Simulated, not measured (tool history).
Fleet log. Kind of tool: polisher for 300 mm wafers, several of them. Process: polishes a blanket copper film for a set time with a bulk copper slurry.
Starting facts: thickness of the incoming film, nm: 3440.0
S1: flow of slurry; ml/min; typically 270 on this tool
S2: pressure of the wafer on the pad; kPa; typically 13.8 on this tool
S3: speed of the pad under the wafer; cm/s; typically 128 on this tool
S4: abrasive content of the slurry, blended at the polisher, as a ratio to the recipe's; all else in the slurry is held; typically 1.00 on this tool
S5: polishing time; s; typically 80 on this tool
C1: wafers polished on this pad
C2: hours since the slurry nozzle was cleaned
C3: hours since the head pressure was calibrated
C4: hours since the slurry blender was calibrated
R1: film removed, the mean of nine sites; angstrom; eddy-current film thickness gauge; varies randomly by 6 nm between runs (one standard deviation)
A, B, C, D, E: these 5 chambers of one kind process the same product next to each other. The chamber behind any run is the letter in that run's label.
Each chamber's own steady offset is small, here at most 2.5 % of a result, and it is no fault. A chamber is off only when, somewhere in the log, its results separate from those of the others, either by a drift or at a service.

run,hour,S1,S2,S3,S4,S5,C1,C2,C3,C4,R1
1E,11.7,270,13.8,128,1.00,80,232,466.0,253.4,135.2,5319.1
2A,22.7,270,13.8,128,1.00,80,190,395.7,52.4,254.3,5280.2
# hour 23.5: chamber B: worn pad replaced by a new one
3C,29.0,270,13.8,128,1.00,80,204,123.2,302.4,167.7,5384.1
4D,39.7,270,13.8,128,1.00,80,887,95.1,123.3,149.5,5413.2
5B,49.8,270,13.8,128,1.00,80,168,90.3,152.5,242.0,5398.0
# hour 55.7: chamber A: slurry blender recalibrated
6C,56.1,270,17.9,152,1.00,80,377,150.3,329.5,194.8,8382.4
# hour 57.7: chamber A: slurry nozzle cleaned
# hour 60.0: chamber E: slurry nozzle cleaned
7E,66.8,270,17.9,152,1.00,80,584,6.8,308.5,190.3,8147.5
8B,74.4,270,17.9,152,1.00,80,325,114.9,177.1,266.6,8168.8
# hour 79.5: chamber D: worn pad replaced by a new one
9D,84.3,270,17.9,152,1.00,80,30,139.7,167.9,194.1,8473.3
# hour 84.5: chamber A: worn pad replaced by a new one
# hour 87.2: chamber E: slurry blender recalibrated
10A,90.7,270,17.9,152,1.00,80,39,33.1,120.4,35.0,8351.8
11C,103.2,270,13.8,128,1.00,80,677,197.4,376.6,241.9,5432.3
# hour 104.4: chamber C: worn pad replaced by a new one
# hour 107.8: chamber B: slurry blender recalibrated
12D,117.2,270,13.8,128,1.00,80,240,172.6,200.8,227.0,5301.7
# hour 118.2: chamber E: worn pad replaced by a new one
# hour 122.2: chamber C: slurry blender recalibrated
13B,125.5,270,13.8,128,1.00,80,651,166.0,228.2,17.7,5465.1
14E,134.3,270,13.8,128,1.00,80,103,74.3,376.0,47.1,5293.9
# hour 134.8: chamber C: slurry nozzle cleaned
15A,147.3,270,13.8,128,1.00,80,400,89.7,177.0,91.6,5494.2
16C,159.2,270,13.8,128,1.00,80,350,24.5,432.6,37.1,5528.3
17D,167.8,270,13.8,128,1.00,80,563,223.2,251.4,277.6,5532.0
18B,175.7,270,13.8,128,1.00,80,971,216.2,278.4,67.9,5376.8
# hour 179.8: chamber A: worn pad replaced by a new one
19A,185.1,355,13.8,128,0.85,80,34,127.5,214.8,129.4,5304.8
# hour 186.1: chamber B: worn pad replaced by a new one
20E,196.0,355,13.8,128,0.85,80,497,136.0,437.7,108.8,5116.6
21D,202.7,355,13.8,128,0.85,80,786,258.1,286.3,312.5,5416.7
22B,209.5,355,13.8,128,0.85,80,149,250.0,312.2,101.7,5337.1
# hour 222.2: chamber C: worn pad replaced by a new one
23E,223.4,355,13.8,128,0.85,80,672,163.4,465.1,136.2,5263.5
24C,232.8,270,13.8,128,1.00,80,67,98.1,506.2,110.7,5406.0
25A,244.9,270,13.8,128,1.00,80,415,187.3,274.6,189.2,5359.8
# hour 254.2: chamber A: worn pad replaced by a new one
26C,258.9,270,13.8,128,1.00,80,234,124.2,532.3,136.8,5595.6
# hour 269.4: chamber D: worn pad replaced by a new one
27A,273.1,270,13.8,128,1.00,80,121,215.5,302.8,217.4,5406.9
28D,287.0,270,13.8,154,1.00,80,112,342.4,370.6,396.8,6551.1
# hour 287.4: chamber A: slurry blender recalibrated
29E,294.7,270,13.8,154,1.00,80,1127,234.7,536.4,207.5,6422.3
# hour 298.8: chamber E: worn pad replaced by a new one
30B,308.3,270,13.8,154,1.00,80,780,348.8,411.0,200.5,6451.4
31D,316.2,270,13.8,154,1.00,80,298,371.6,399.8,426.0,6392.9
# hour 325.3: chamber D: slurry blender recalibrated
32C,326.2,270,13.8,154,1.00,80,664,191.5,599.6,204.1,6656.8
# hour 331.2: chamber A: worn pad replaced by a new one
33E,339.3,270,13.8,128,1.00,80,258,279.3,581.0,252.1,5336.5
# hour 342.1: chamber E: slurry blender recalibrated
# hour 343.3: chamber C: slurry blender recalibrated
# hour 347.4: chamber C: worn pad replaced by a new one
34B,347.9,270,13.8,128,1.00,80,1033,388.4,450.6,240.1,5452.6
# hour 356.0: chamber C: slurry nozzle cleaned
35A,361.2,270,13.8,128,1.00,80,191,303.6,390.9,73.9,5383.2
36C,371.2,270,13.8,128,1.00,80,152,15.2,644.6,28.0,5596.6
# hour 384.5: chamber D: slurry nozzle cleaned
37E,384.8,270,13.8,128,1.00,80,549,324.8,626.5,42.7,5324.2
# hour 388.1: chamber B: worn pad replaced by a new one
38A,397.7,335,13.8,128,1.00,80,424,340.1,427.4,110.4,5579.3
39D,411.3,335,13.8,128,1.00,80,906,26.8,494.9,86.1,5509.7
40B,421.2,335,13.8,128,1.00,80,211,461.7,523.9,313.4,5504.5
41E,430.1,335,13.8,128,1.00,80,838,370.1,671.8,88.0,5341.6

Does one chamber stand apart from the rest, does the shared gauge drift, or is all well apart from small per-chamber offsets? Give the chamber and the most likely cause, where there is one.

No chamber is off and the gauge is stable; the differences are just each chamber's small, constant offset.

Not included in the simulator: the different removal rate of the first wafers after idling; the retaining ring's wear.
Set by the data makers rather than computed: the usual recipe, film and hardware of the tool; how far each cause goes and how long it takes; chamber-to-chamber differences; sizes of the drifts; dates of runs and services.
